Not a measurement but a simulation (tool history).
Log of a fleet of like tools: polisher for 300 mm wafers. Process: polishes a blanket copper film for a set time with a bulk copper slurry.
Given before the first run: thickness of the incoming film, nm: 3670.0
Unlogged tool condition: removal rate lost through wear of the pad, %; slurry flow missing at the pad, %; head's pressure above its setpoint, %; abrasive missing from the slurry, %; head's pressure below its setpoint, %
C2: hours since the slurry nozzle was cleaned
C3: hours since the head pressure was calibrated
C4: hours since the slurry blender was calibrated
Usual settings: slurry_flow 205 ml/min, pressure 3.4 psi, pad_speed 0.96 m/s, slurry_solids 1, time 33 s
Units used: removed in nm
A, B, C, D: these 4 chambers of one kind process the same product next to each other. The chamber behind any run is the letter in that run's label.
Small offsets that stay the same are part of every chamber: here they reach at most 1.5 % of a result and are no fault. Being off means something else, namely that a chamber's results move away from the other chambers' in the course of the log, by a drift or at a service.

-- hour=3.4 chamber D: worn pad replaced by a new one
run 1D hour=4.3 | slurry_flow=205 pressure=3.4 pad_speed=0.96 slurry_solids=1 time=33 | wafers_polished_on_this_pad=8 C2=301.5 C3=71.3 C4=329 | removed=399.7
-- hour=6.6 chamber D: slurry blender recalibrated
-- hour=7.8 chamber B: slurry blender recalibrated
run 2B hour=9.9 | slurry_flow=205 pressure=3.4 pad_speed=0.96 slurry_solids=1 time=33 | wafers_polished_on_this_pad=275 C2=80.4 C3=377.8 C4=2.1 | removed=383.45
run 3A hour=15.1 | slurry_flow=205 pressure=3.4 pad_speed=0.96 slurry_solids=1 time=33 | wafers_polished_on_this_pad=237 C2=509.2 C3=910.3 C4=32.8 | removed=398.45
run 4C hour=17.8 | slurry_flow=205 pressure=3.4 pad_speed=0.96 slurry_solids=1 time=33 | wafers_polished_on_this_pad=552 C2=668.4 C3=313.6 C4=177.9 | removed=406.34
run 5C hour=20.6 | slurry_flow=205 pressure=3.4 pad_speed=0.96 slurry_solids=1 time=33 | wafers_polished_on_this_pad=578 C2=671.2 C3=316.4 C4=180.7 | removed=398.34
run 6B hour=23.3 | slurry_flow=205 pressure=3.4 pad_speed=0.96 slurry_solids=1 time=33 | wafers_polished_on_this_pad=398 C2=93.8 C3=391.2 C4=15.5 | removed=399.85
run 7D hour=26.6 | slurry_flow=205 pressure=3.4 pad_speed=0.96 slurry_solids=1 time=33 | wafers_polished_on_this_pad=214 C2=323.8 C3=93.6 C4=20.1 | removed=399.63
run 8A hour=32.1 | slurry_flow=205 pressure=3.4 pad_speed=0.64 slurry_solids=1 time=33 | wafers_polished_on_this_pad=394 C2=526.2 C3=927.3 C4=49.8 | removed=267.47
-- hour=33.2 chamber A: head pressure recalibrated
run 9A hour=35.2 | slurry_flow=205 pressure=3.4 pad_speed=0.64 slurry_solids=1 time=33 | wafers_polished_on_this_pad=422 C2=529.3 C3=2.1 C4=52.9 | removed=261.3
run 10C hour=38.5 | slurry_flow=205 pressure=3.4 pad_speed=0.64 slurry_solids=1 time=33 | wafers_polished_on_this_pad=743 C2=689.1 C3=334.3 C4=198.6 | removed=275.53
run 11D hour=42 | slurry_flow=205 pressure=3.4 pad_speed=0.64 slurry_solids=1 time=33 | wafers_polished_on_this_pad=356 C2=339.2 C3=109 C4=35.5 | removed=263.26
run 12B hour=45.4 | slurry_flow=205 pressure=3.4 pad_speed=0.96 slurry_solids=1 time=33 | wafers_polished_on_this_pad=602 C2=115.9 C3=413.3 C4=37.6 | removed=399.47
-- hour=47.9 chamber B: head pressure recalibrated
run 13D hour=50.1 | slurry_flow=170 pressure=2.8 pad_speed=0.96 slurry_solids=1 time=33 | wafers_polished_on_this_pad=431 C2=347.3 C3=117.1 C4=43.6 | removed=316.11
run 14C hour=53.7 | slurry_flow=170 pressure=2.8 pad_speed=0.96 slurry_solids=1 time=33 | wafers_polished_on_this_pad=883 C2=704.3 C3=349.5 C4=213.8 | removed=318.44
run 15B hour=57.8 | slurry_flow=170 pressure=2.8 pad_speed=0.96 slurry_solids=1 time=33 | wafers_polished_on_this_pad=716 C2=128.3 C3=10 C4=50 | removed=288.34
run 16A hour=62.3 | slurry_flow=170 pressure=2.8 pad_speed=0.96 slurry_solids=1 time=33 | wafers_polished_on_this_pad=672 C2=556.4 C3=29.2 C4=80 | removed=321.45
run 17D hour=65.4 | slurry_flow=205 pressure=3.4 pad_speed=0.96 slurry_solids=0.9 time=33 | wafers_polished_on_this_pad=572 C2=362.6 C3=132.4 C4=58.9 | removed=396.28
run 18A hour=68.6 | slurry_flow=205 pressure=3.4 pad_speed=0.96 slurry_solids=0.9 time=33 | wafers_polished_on_this_pad=731 C2=562.7 C3=35.5 C4=86.3 | removed=394.87
-- hour=70.6 chamber B: worn pad replaced by a new one
-- hour=70.8 chamber A: worn pad replaced by a new one
run 19B hour=73.2 | slurry_flow=205 pressure=3.4 pad_speed=0.96 slurry_solids=0.9 time=33 | wafers_polished_on_this_pad=24 C2=143.7 C3=25.4 C4=65.4 | removed=346.88
run 20C hour=77.9 | slurry_flow=205 pressure=3.4 pad_speed=0.96 slurry_solids=0.9 time=33 | wafers_polished_on_this_pad=1106 C2=728.5 C3=373.7 C4=238 | removed=402.43
run 21C hour=80.6 | slurry_flow=205 pressure=3.4 pad_speed=0.96 slurry_solids=1 time=33 | wafers_polished_on_this_pad=1131 C2=731.2 C3=376.4 C4=240.7 | removed=402.81
run 22B hour=84.7 | slurry_flow=205 pressure=2.4 pad_speed=0.96 slurry_solids=1 time=33 | wafers_polished_on_this_pad=130 C2=155.2 C3=36.9 C4=76.9 | removed=251.92
-- hour=86.9 chamber D: worn pad replaced by a new one
run 23A hour=89.7 | slurry_flow=205 pressure=2.4 pad_speed=0.96 slurry_solids=1 time=33 | wafers_polished_on_this_pad=174 C2=583.8 C3=56.6 C4=107.4 | removed=277.83
-- hour=89.8 chamber C: worn pad replaced by a new one
run 24D hour=92.8 | slurry_flow=205 pressure=2.4 pad_speed=0.96 slurry_solids=1 time=33 | wafers_polished_on_this_pad=55 C2=390 C3=159.8 C4=86.3 | removed=284.42
run 25A hour=96.4 | slurry_flow=205 pressure=2.4 pad_speed=0.96 slurry_solids=1 time=33 | wafers_polished_on_this_pad=236 C2=590.5 C3=63.3 C4=114.1 | removed=279.72
run 26C hour=100.3 | slurry_flow=205 pressure=3.4 pad_speed=0.96 slurry_solids=1 time=33 | wafers_polished_on_this_pad=97 C2=750.9 C3=396.1 C4=260.4 | removed=406.38
run 27B hour=105.9 | slurry_flow=205 pressure=3.4 pad_speed=0.96 slurry_solids=1 time=33 | wafers_polished_on_this_pad=326 C2=176.4 C3=58.1 C4=98.1 | removed=356.1
run 28D hour=109.3 | slurry_flow=205 pressure=3.4 pad_speed=0.96 slurry_solids=1 time=33 | wafers_polished_on_this_pad=207 C2=406.5 C3=176.3 C4=102.8 | removed=395.07
-- hour=109.9 chamber A: slurry nozzle cleaned
run 29B hour=113 | slurry_flow=205 pressure=3.4 pad_speed=0.96 slurry_solids=1 time=33 | wafers_polished_on_this_pad=391 C2=183.5 C3=65.2 C4=105.2 | removed=353.64
run 30D hour=116.1 | slurry_flow=205 pressure=2.7 pad_speed=0.96 slurry_solids=1 time=33 | wafers_polished_on_this_pad=270 C2=413.3 C3=183.1 C4=109.6 | removed=322.01
run 31A hour=118.9 | slurry_flow=205 pressure=2.7 pad_speed=0.96 slurry_solids=1 time=33 | wafers_polished_on_this_pad=443 C2=9 C3=85.8 C4=136.6 | removed=314.31
run 32C hour=123.6 | slurry_flow=205 pressure=2.7 pad_speed=0.96 slurry_solids=1 time=33 | wafers_polished_on_this_pad=312 C2=774.2 C3=419.4 C4=283.7 | removed=325
run 33A hour=126.6 | slurry_flow=205 pressure=2.7 pad_speed=0.96 slurry_solids=1 time=33 | wafers_polished_on_this_pad=514 C2=16.7 C3=93.5 C4=144.3 | removed=325.98
run 34C hour=130.3 | slurry_flow=205 pressure=3.4 pad_speed=0.96 slurry_solids=1 time=33 | wafers_polished_on_this_pad=373 C2=780.9 C3=426.1 C4=290.4 | removed=398.64
run 35B hour=135.7 | slurry_flow=205 pressure=3.4 pad_speed=0.96 slurry_solids=1 time=33 | wafers_polished_on_this_pad=601 C2=206.2 C3=87.9 C4=127.9 | removed=356.89
run 36D hour=139.5 | slurry_flow=205 pressure=3.4 pad_speed=0.96 slurry_solids=1 time=33 | wafers_polished_on_this_pad=485 C2=436.7 C3=206.5 C4=133 | removed=397.72
run 37A hour=144.7 | slurry_flow=205 pressure=3.4 pad_speed=0.96 slurry_solids=1 time=33 | wafers_polished_on_this_pad=681 C2=34.8 C3=111.6 C4=162.4 | removed=397.98

What goes on in this fleet: one chamber off, a drifting gauge, or nothing beyond the chambers' own small offsets? Name the chamber and the cause, if any.

A service left chamber B off against the others.
Most likely cause: head's pressure below its setpoint, % = 10.8.

Here are 4 candidates for chamber B's next run, each the usual settings with a change, their results left as question marks. Which one brings its results back in line with what the others give on the usual settings?
In line means no further than this from the other chambers' mean on the usual settings: removed 18 nm
run 38B-1 hour=148.9 | slurry_flow=205 pressure=3.6 pad_speed=1.02 slurry_solids=1 time=33 | removed=?
run 38B-2 hour=148.9 | slurry_flow=205 pressure=3.2 pad_speed=0.88 slurry_solids=1 time=30 | removed=?
run 38B-3 hour=148.9 | slurry_flow=205 pressure=3.3 pad_speed=0.92 slurry_solids=1 time=31 | removed=?
run 38B-4 hour=148.9 | slurry_flow=205 pressure=3.4 pad_speed=0.96 slurry_solids=1 time=42 | removed=?

What the other chambers average on the usual settings: removed 401.54 nm
run=38B-1 removed=400.96
run=38B-2 removed=279.69
run=38B-3 removed=311.56
run=38B-4 removed=453.77
38B-1 puts the chamber back in line with the other chambers.
